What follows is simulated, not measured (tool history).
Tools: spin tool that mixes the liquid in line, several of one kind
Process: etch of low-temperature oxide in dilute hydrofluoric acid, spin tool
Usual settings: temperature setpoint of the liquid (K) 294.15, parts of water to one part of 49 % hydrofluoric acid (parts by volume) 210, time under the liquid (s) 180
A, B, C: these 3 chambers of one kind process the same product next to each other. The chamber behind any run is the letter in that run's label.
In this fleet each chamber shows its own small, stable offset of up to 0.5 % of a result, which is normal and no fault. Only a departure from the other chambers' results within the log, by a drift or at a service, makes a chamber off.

run   hour  temperature setpoint of the liquid (K)  parts of water to one part of 49 % hydrofluoric acid (parts by volume)  time under the liquid (s)  hours since the thermometer was replaced  hours since the hydrofluoric acid flow meter was replaced  read-back film thickness of the low-temperature oxide reference wafer, read on the same gauge (nm)  thickness taken off the low-temperature oxide on a monitor wafer (Å)
 1A   13.5                                  294.15                                                                     210                        180                                     977.7                                                      503.4                                                                                              109.98                                                                146.37
 2B   20.0                                  294.15                                                                     210                        180                                     559.9                                                      714.1                                                                                              109.96                                                                145.75
 3C   30.1                                  294.15                                                                     210                        180                                     674.1                                                     1416.0                                                                                              109.99                                                                144.68
 4C   40.8                                  294.15                                                                     210                        180                                     684.8                                                     1426.7                                                                                              110.01                                                                145.46
 5B   50.2                                  294.15                                                                     210                        180                                     590.1                                                      744.3                                                                                              110.03                                                                146.44
      54.2  -- chamber A: thermometer replaced
 6A   56.9                                  294.15                                                                     120                        180                                       2.7                                                      546.8                                                                                              109.96                                                                275.81
 7B   67.2                                  294.15                                                                     120                        180                                     607.1                                                      761.3                                                                                              110.00                                                                278.42
 8C   79.9                                  294.15                                                                     120                        180                                     723.9                                                     1465.8                                                                                              109.94                                                                275.85
 9A   86.4                                  294.15                                                                     210                        180                                      32.2                                                      576.3                                                                                              109.99                                                                144.72
10C   95.3                                  294.15                                                                     210                        180                                     739.3                                                     1481.2                                                                                              110.01                                                                145.72
11B  108.8                                  294.15                                                                     210                        180                                     648.7                                                      802.9                                                                                              110.01                                                                146.27
12A  121.1                                  294.15                                                                     210                        180                                      66.9                                                      611.0                                                                                              110.01                                                                141.50
13A  133.0                                  294.15                                                                     210                        180                                      78.8                                                      622.9                                                                                              109.98                                                                145.96
14B  139.7                                  294.15                                                                     210                        180                                     679.6                                                      833.8                                                                                              109.99                                                                143.41
15C  153.9                                  294.15                                                                     210                        180                                     797.9                                                     1539.8                                                                                              109.96                                                                147.27
16C  162.4                                  294.15                                                                     210                        180                                     806.4                                                     1548.3                                                                                              110.00                                                                145.70
17A  171.4                                  294.15                                                                     210                        180                                     117.2                                                      661.3                                                                                              109.99                                                                144.69
18B  180.4                                  294.15                                                                     210                        180                                     720.3                                                      874.5                                                                                              110.00                                                                146.16
19A  188.8                                  294.15                                                                     210                        180                                     134.6                                                      678.7                                                                                              110.03                                                                143.92
20B  198.2                                  294.15                                                                     210                        180                                     738.1                                                      892.3                                                                                              109.96                                                                145.29
21C  212.4                                  294.15                                                                     210                        180                                     856.4                                                     1598.3                                                                                              110.00                                                                147.01
22A  226.0                                  294.15                                                                     210                        180                                     171.8                                                      715.9                                                                                              110.01                                                                146.04
23C  235.0                                  294.15                                                                     210                        180                                     879.0                                                     1620.9                                                                                              110.05                                                                147.23
24B  248.9                                  292.15                                                                     210                        180                                     788.8                                                      943.0                                                                                              110.00                                                                134.44
25C  259.1                                  292.15                                                                     210                        180                                     903.1                                                     1645.0                                                                                              110.04                                                                134.68
26A  265.5                                  292.15                                                                     210                        180                                     211.3                                                      755.4                                                                                              109.98                                                                134.64
27B  273.2                                  294.15                                                                     210                        180                                     813.1                                                      967.3                                                                                              110.00                                                                145.82
28A  286.8                                  294.15                                                                     210                        180                                     232.6                                                      776.7                                                                                              110.01                                                                143.73
     291.4  -- chamber C: thermometer replaced
29B  300.8                                  294.15                                                                     210                        180                                     840.7                                                      994.9                                                                                              109.99                                                                144.02
30C  309.1                                  294.15                                                                     210                        180                                      17.7                                                     1695.0                                                                                              110.02                                                                143.44
31B  320.8                                  294.15                                                                     210                        180                                     860.7                                                     1014.9                                                                                              110.01                                                                144.43
32A  332.4                                  294.15                                                                     210                        180                                     278.2                                                      822.3                                                                                              110.00                                                                144.12
33C  339.5                                  294.15                                                                     210                        180                                      48.1                                                     1725.4                                                                                              110.01                                                                144.78
34A  349.4                                  298.65                                                                     135                        180                                     295.2                                                      839.3                                                                                              110.01                                                                289.17
35B  363.0                                  298.65                                                                     135                        180                                     902.9                                                     1057.1                                                                                              109.98                                                                290.59
36C  374.9                                  298.65                                                                     135                        180                                      83.5                                                     1760.8                                                                                              109.98                                                                289.66
37A  386.3                                  294.15                                                                     210                        180                                     332.1                                                      876.2                                                                                              110.01                                                                146.14
38B  399.2                                  294.15                                                                     210                        180                                     939.1                                                     1093.3                                                                                              109.96                                                                146.55
39C  410.0                                  294.15                                                                     210                        180                                     118.6                                                     1795.9                                                                                              109.97                                                                146.73
40C  418.4                                  294.15                                                                     210                        180                                     127.0                                                     1804.3                                                                                              109.99                                                                144.96
41B  432.6                                  294.15                                                                     210                        180                                     972.5                                                     1126.7                                                                                              109.97                                                                146.24
42A  442.5                                  294.15                                                                     210                        180                                     388.3                                                      932.4                                                                                              109.98                                                                145.35
43C  455.6                                  294.15                                                                     210                        180                                     164.2                                                     1841.5                                                                                              110.01                                                                144.49

For the next run the whole fleet of 3 chambers uses the same settings. Give each chamber's results:
44A  465.9                                  294.15                                                                     210                        180                                                                                                                                                                                                                                                                              ?
44B  465.9                                  294.15                                                                     210                        180                                                                                                                                                                                                                                                                              ?
44C  465.9                                  294.15                                                                     210                        180                                                                                                                                                                                                                                                                              ?

run  thickness taken off the low-temperature oxide on a monitor wafer (Å)
44A                                                                145.07
44B                                                                146.58
44C                                                                144.63
